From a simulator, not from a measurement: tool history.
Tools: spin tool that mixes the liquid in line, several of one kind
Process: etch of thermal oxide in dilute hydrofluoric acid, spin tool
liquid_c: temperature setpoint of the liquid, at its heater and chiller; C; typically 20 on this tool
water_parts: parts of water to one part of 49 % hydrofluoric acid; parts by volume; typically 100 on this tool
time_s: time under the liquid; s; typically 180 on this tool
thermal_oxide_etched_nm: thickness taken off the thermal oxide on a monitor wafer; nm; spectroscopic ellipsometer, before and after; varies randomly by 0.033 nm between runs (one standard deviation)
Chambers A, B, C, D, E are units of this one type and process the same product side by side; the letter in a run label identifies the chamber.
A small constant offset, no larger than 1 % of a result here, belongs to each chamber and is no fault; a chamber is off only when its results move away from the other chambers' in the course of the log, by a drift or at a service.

| run | hour | liquid_c | water_parts | time_s | hours since the thermometer was replaced | hours since the hydrofluoric acid flow meter was replaced | read-back film thickness of the thermal oxide reference wafer, read on the same gauge (nm) | thermal_oxide_etched_nm |
|---|---|---|---|---|---|---|---|---|
| 1A | 9.6 | 20 | 100 | 180 | 423.2 | 172.6 | 130 | 7.3003 |
| 2E | 18 | 20 | 100 | 180 | 231.9 | 367.1 | 130.02 | 7.3018 |
|  | 24.1 | chamber B: hydrofluoric acid flow meter replaced |
| 3C | 24.4 | 20 | 100 | 180 | 499.9 | 666.8 | 129.98 | 7.2981 |
| 4D | 29.7 | 20 | 100 | 180 | 252.8 | 1295.6 | 129.97 | 7.284 |
| 5B | 35.9 | 20 | 100 | 180 | 2234.3 | 11.9 | 129.99 | 7.2431 |
| 6E | 42.4 | 20 | 100 | 180 | 256.3 | 391.5 | 130 | 7.3653 |
| 7D | 49.7 | 20 | 100 | 180 | 272.8 | 1315.6 | 129.98 | 7.301 |
| 8C | 58.3 | 20 | 100 | 180 | 533.8 | 700.7 | 129.99 | 7.2507 |
| 9B | 64.7 | 20 | 100 | 180 | 2263.1 | 40.7 | 130.03 | 7.3138 |
| 10A | 72 | 20 | 125 | 110 | 485.6 | 235 | 129.96 | 3.4968 |
| 11C | 78.5 | 20 | 125 | 110 | 554 | 720.9 | 130 | 3.4522 |
| 12B | 83.1 | 20 | 125 | 110 | 2281.5 | 59.1 | 129.98 | 3.4531 |
| 13E | 89.6 | 20 | 125 | 110 | 303.5 | 438.7 | 129.99 | 3.4808 |
| 14D | 97.3 | 20 | 125 | 110 | 320.4 | 1363.2 | 130.02 | 3.4929 |
| 15A | 105.4 | 20 | 100 | 180 | 519 | 268.4 | 130 | 7.2858 |
| 16B | 111.9 | 20 | 60 | 180 | 2310.3 | 87.9 | 129.99 | 12.712 |
| 17E | 120.1 | 20 | 60 | 180 | 334 | 469.2 | 130.02 | 12.862 |
| 18A | 127.6 | 20 | 60 | 180 | 541.2 | 290.6 | 129.97 | 12.971 |
| 19C | 133.5 | 20 | 60 | 180 | 609 | 775.9 | 130.01 | 12.686 |
| 20D | 142.4 | 20 | 60 | 180 | 365.5 | 1408.3 | 129.99 | 12.738 |
| 21D | 151.6 | 20 | 100 | 180 | 374.7 | 1417.5 | 130.04 | 7.3361 |
| 22B | 161.1 | 20 | 100 | 180 | 2359.5 | 137.1 | 129.98 | 7.2539 |
| 23E | 170.5 | 20 | 100 | 180 | 384.4 | 519.6 | 130 | 7.2665 |
|  | 173.3 | chamber C: thermometer replaced |
|  | 175.7 | chamber B: thermometer replaced |
| 24A | 176.5 | 20 | 100 | 180 | 590.1 | 339.5 | 130.03 | 7.3281 |
| 25C | 182.2 | 20 | 100 | 180 | 9 | 824.6 | 130 | 7.3025 |
| 26E | 189 | 20 | 100 | 180 | 402.9 | 538.1 | 130.03 | 7.3236 |
| 27B | 196.2 | 20 | 100 | 180 | 20.6 | 172.2 | 129.99 | 7.2426 |
| 28C | 203.2 | 20 | 100 | 180 | 30 | 845.6 | 130.01 | 7.3026 |
| 29D | 207.9 | 20 | 100 | 180 | 431 | 1473.8 | 129.98 | 7.3134 |
| 30A | 217.9 | 20 | 145 | 180 | 631.5 | 380.9 | 130 | 4.8275 |
| 31C | 222.6 | 20 | 145 | 180 | 49.4 | 865 | 129.99 | 4.7668 |
| 32E | 227 | 20 | 145 | 180 | 440.9 | 576.1 | 129.97 | 4.845 |
| 33A | 234.3 | 20 | 145 | 180 | 647.9 | 397.3 | 130.01 | 4.8593 |
| 34D | 242.6 | 20 | 145 | 180 | 465.7 | 1508.5 | 129.98 | 4.8551 |
| 35B | 249.4 | 20 | 100 | 180 | 73.8 | 225.4 | 130.03 | 7.262 |
| 36C | 254.9 | 20 | 100 | 180 | 81.7 | 897.3 | 130 | 7.2701 |
| 37B | 260.4 | 20 | 100 | 180 | 84.8 | 236.4 | 129.96 | 7.2019 |

One chamber off, gauge drift, or nothing amiss beyond the chambers' own small offsets? If it is a chamber, which one, and what is the likeliest cause?

No chamber is off and the gauge is stable; the differences are just each chamber's small, constant offset.
